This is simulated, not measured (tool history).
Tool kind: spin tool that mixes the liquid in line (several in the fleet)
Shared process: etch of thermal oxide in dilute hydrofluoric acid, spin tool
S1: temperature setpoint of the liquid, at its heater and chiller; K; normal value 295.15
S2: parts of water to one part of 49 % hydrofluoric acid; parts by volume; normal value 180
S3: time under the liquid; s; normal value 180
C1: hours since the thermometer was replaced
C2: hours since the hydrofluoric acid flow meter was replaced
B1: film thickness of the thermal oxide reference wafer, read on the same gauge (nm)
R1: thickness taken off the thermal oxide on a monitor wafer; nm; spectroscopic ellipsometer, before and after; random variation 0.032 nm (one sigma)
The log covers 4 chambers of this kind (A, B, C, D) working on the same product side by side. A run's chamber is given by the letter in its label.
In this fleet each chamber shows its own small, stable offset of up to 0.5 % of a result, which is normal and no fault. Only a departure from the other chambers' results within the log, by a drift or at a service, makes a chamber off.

{"run": "1C", "hour": 7.0, "S1": 295.15, "S2": 180, "S3": 180, "C1": 776.2, "C2": 577.8, "B1": 79.982, "R1": 4.154}
{"run": "2A", "hour": 15.3, "S1": 295.15, "S2": 180, "S3": 180, "C1": 1280.8, "C2": 1485.7, "B1": 79.987, "R1": 4.1554}
{"run": "3D", "hour": 24.1, "S1": 295.15, "S2": 180, "S3": 180, "C1": 424.5, "C2": 200.2, "B1": 80.003, "R1": 4.2155}
{"run": "4B", "hour": 33.4, "S1": 295.15, "S2": 180, "S3": 180, "C1": 1171.3, "C2": 1049.5, "B1": 80.005, "R1": 4.1877}
{"run": "5C", "hour": 41.0, "S1": 295.15, "S2": 180, "S3": 180, "C1": 810.2, "C2": 611.8, "B1": 80.014, "R1": 4.1467}
{"run": "6A", "hour": 55.8, "S1": 295.15, "S2": 180, "S3": 180, "C1": 1321.3, "C2": 1526.2, "B1": 79.957, "R1": 4.1793}
{"run": "7D", "hour": 64.5, "S1": 295.15, "S2": 180, "S3": 180, "C1": 464.9, "C2": 240.6, "B1": 79.973, "R1": 4.1823}
{"hour": 69.1, "done": "chamber B: hydrofluoric acid flow meter replaced"}
{"run": "8B", "hour": 72.2, "S1": 295.15, "S2": 180, "S3": 180, "C1": 1210.1, "C2": 3.2, "B1": 79.987, "R1": 4.1959}
{"run": "9C", "hour": 86.1, "S1": 290.65, "S2": 180, "S3": 220, "C1": 855.3, "C2": 656.9, "B1": 80.016, "R1": 4.2614}
{"run": "10A", "hour": 94.4, "S1": 290.65, "S2": 180, "S3": 220, "C1": 1359.9, "C2": 1564.8, "B1": 80.031, "R1": 4.2226}
{"run": "11D", "hour": 105.3, "S1": 290.65, "S2": 180, "S3": 220, "C1": 505.7, "C2": 281.4, "B1": 79.982, "R1": 4.2998}
{"run": "12B", "hour": 115.6, "S1": 290.65, "S2": 180, "S3": 220, "C1": 1253.5, "C2": 46.6, "B1": 79.971, "R1": 4.3031}
{"run": "13D", "hour": 127.3, "S1": 295.15, "S2": 180, "S3": 180, "C1": 527.7, "C2": 303.4, "B1": 79.947, "R1": 4.1455}
{"run": "14A", "hour": 135.3, "S1": 295.15, "S2": 180, "S3": 180, "C1": 1400.8, "C2": 1605.7, "B1": 79.93, "R1": 4.2225}
{"run": "15C", "hour": 147.4, "S1": 295.15, "S2": 180, "S3": 180, "C1": 916.6, "C2": 718.2, "B1": 79.989, "R1": 4.2146}
{"run": "16B", "hour": 156.5, "S1": 295.15, "S2": 180, "S3": 180, "C1": 1294.4, "C2": 87.5, "B1": 80.035, "R1": 4.178}
{"run": "17A", "hour": 171.4, "S1": 295.15, "S2": 180, "S3": 180, "C1": 1436.9, "C2": 1641.8, "B1": 80.031, "R1": 4.1714}
{"run": "18B", "hour": 179.6, "S1": 295.15, "S2": 180, "S3": 180, "C1": 1317.5, "C2": 110.6, "B1": 79.963, "R1": 4.1905}
{"run": "19C", "hour": 186.7, "S1": 299.15, "S2": 180, "S3": 180, "C1": 955.9, "C2": 757.5, "B1": 80.034, "R1": 4.8412}
{"run": "20D", "hour": 196.0, "S1": 299.15, "S2": 180, "S3": 180, "C1": 596.4, "C2": 372.1, "B1": 79.973, "R1": 4.8616}
{"run": "21B", "hour": 206.5, "S1": 299.15, "S2": 180, "S3": 180, "C1": 1344.4, "C2": 137.5, "B1": 80.004, "R1": 4.8826}
{"run": "22D", "hour": 217.3, "S1": 299.15, "S2": 180, "S3": 180, "C1": 617.7, "C2": 393.4, "B1": 80.044, "R1": 4.9066}
{"run": "23A", "hour": 224.3, "S1": 299.65, "S2": 180, "S3": 275, "C1": 1489.8, "C2": 1694.7, "B1": 80.034, "R1": 7.5666}
{"run": "24C", "hour": 236.6, "S1": 299.65, "S2": 180, "S3": 275, "C1": 1005.8, "C2": 807.4, "B1": 79.989, "R1": 7.5857}
{"run": "25A", "hour": 245.0, "S1": 299.65, "S2": 180, "S3": 275, "C1": 1510.5, "C2": 1715.4, "B1": 80.049, "R1": 7.6925}
{"run": "26D", "hour": 255.5, "S1": 299.65, "S2": 180, "S3": 275, "C1": 655.9, "C2": 431.6, "B1": 80.007, "R1": 7.5122}
{"run": "27B", "hour": 262.9, "S1": 295.15, "S2": 180, "S3": 180, "C1": 1400.8, "C2": 193.9, "B1": 80.004, "R1": 4.1849}
{"run": "28C", "hour": 274.6, "S1": 295.15, "S2": 180, "S3": 180, "C1": 1043.8, "C2": 845.4, "B1": 80.002, "R1": 4.191}
{"run": "29A", "hour": 288.2, "S1": 290.65, "S2": 180, "S3": 180, "C1": 1553.7, "C2": 1758.6, "B1": 80.013, "R1": 3.5937}
{"run": "30B", "hour": 297.6, "S1": 290.65, "S2": 180, "S3": 180, "C1": 1435.5, "C2": 228.6, "B1": 80.013, "R1": 3.5176}
{"run": "31D", "hour": 312.4, "S1": 290.65, "S2": 180, "S3": 180, "C1": 712.8, "C2": 488.5, "B1": 80.015, "R1": 3.5004}
{"run": "32C", "hour": 321.3, "S1": 290.65, "S2": 180, "S3": 180, "C1": 1090.5, "C2": 892.1, "B1": 79.991, "R1": 3.4882}
{"run": "33B", "hour": 335.9, "S1": 295.15, "S2": 180, "S3": 180, "C1": 1473.8, "C2": 266.9, "B1": 80.046, "R1": 4.2215}
{"run": "34C", "hour": 344.3, "S1": 295.15, "S2": 180, "S3": 180, "C1": 1113.5, "C2": 915.1, "B1": 80.028, "R1": 4.126}
{"run": "35D", "hour": 359.2, "S1": 295.15, "S2": 180, "S3": 180, "C1": 759.6, "C2": 535.3, "B1": 80.008, "R1": 4.142}
{"run": "36A", "hour": 369.7, "S1": 295.15, "S2": 180, "S3": 180, "C1": 1635.2, "C2": 1840.1, "B1": 79.982, "R1": 4.2778}
{"run": "37D", "hour": 385.1, "S1": 295.15, "S2": 180, "S3": 180, "C1": 785.5, "C2": 561.2, "B1": 80.005, "R1": 4.1698}
{"run": "38C", "hour": 395.7, "S1": 295.15, "S2": 180, "S3": 180, "C1": 1164.9, "C2": 966.5, "B1": 79.988, "R1": 4.1419}
{"run": "39B", "hour": 406.4, "S1": 295.15, "S2": 180, "S3": 180, "C1": 1544.3, "C2": 337.4, "B1": 80.035, "R1": 4.1893}
{"run": "40A", "hour": 420.5, "S1": 295.15, "S2": 180, "S3": 180, "C1": 1686.0, "C2": 1890.9, "B1": 80.023, "R1": 4.415}
{"run": "41C", "hour": 429.9, "S1": 295.15, "S2": 180, "S3": 180, "C1": 1199.1, "C2": 1000.7, "B1": 79.966, "R1": 4.1778}

Decide between three cases: one chamber stands off from its peers, the gauge reading all wafers drifts, or nothing is wrong past each chamber's small offset. Where a chamber is off, say which and what most likely put it there.

Little by little, chamber A moves away from the other chambers.
Likeliest cause: hydrofluoric acid flow above the setpoint (%) = 5.58.
From this log alone, it may not be told apart from: liquid hotter than its thermometer reads (K).

Chamber A could run next with any of the 4 candidate recipes listed below; each alters the usual settings, and their results appear as question marks. Which one brings its results back in line with what the other chambers deliver on the usual settings?
In line means no further than this from the other chambers' mean on the usual settings: R1 0.1100 nm
{"run": "42A-1", "hour": 441.0, "S1": 294.65, "S2": 180, "S3": 180, "R1": "?"}
{"run": "42A-2", "hour": 441.0, "S1": 295.65, "S2": 180, "S3": 180, "R1": "?"}
{"run": "42A-3", "hour": 441.0, "S1": 295.15, "S2": 180, "S3": 190, "R1": "?"}
{"run": "42A-4", "hour": 441.0, "S1": 295.15, "S2": 180, "S3": 170, "R1": "?"}

What the other chambers average on the usual settings: R1 4.1745 nm
run=42A-1 R1=4.3712
run=42A-2 R1=4.5430
run=42A-3 R1=4.7041
run=42A-4 R1=4.2089
Change 42A-4 lands the chamber within the allowed miss of the other chambers.
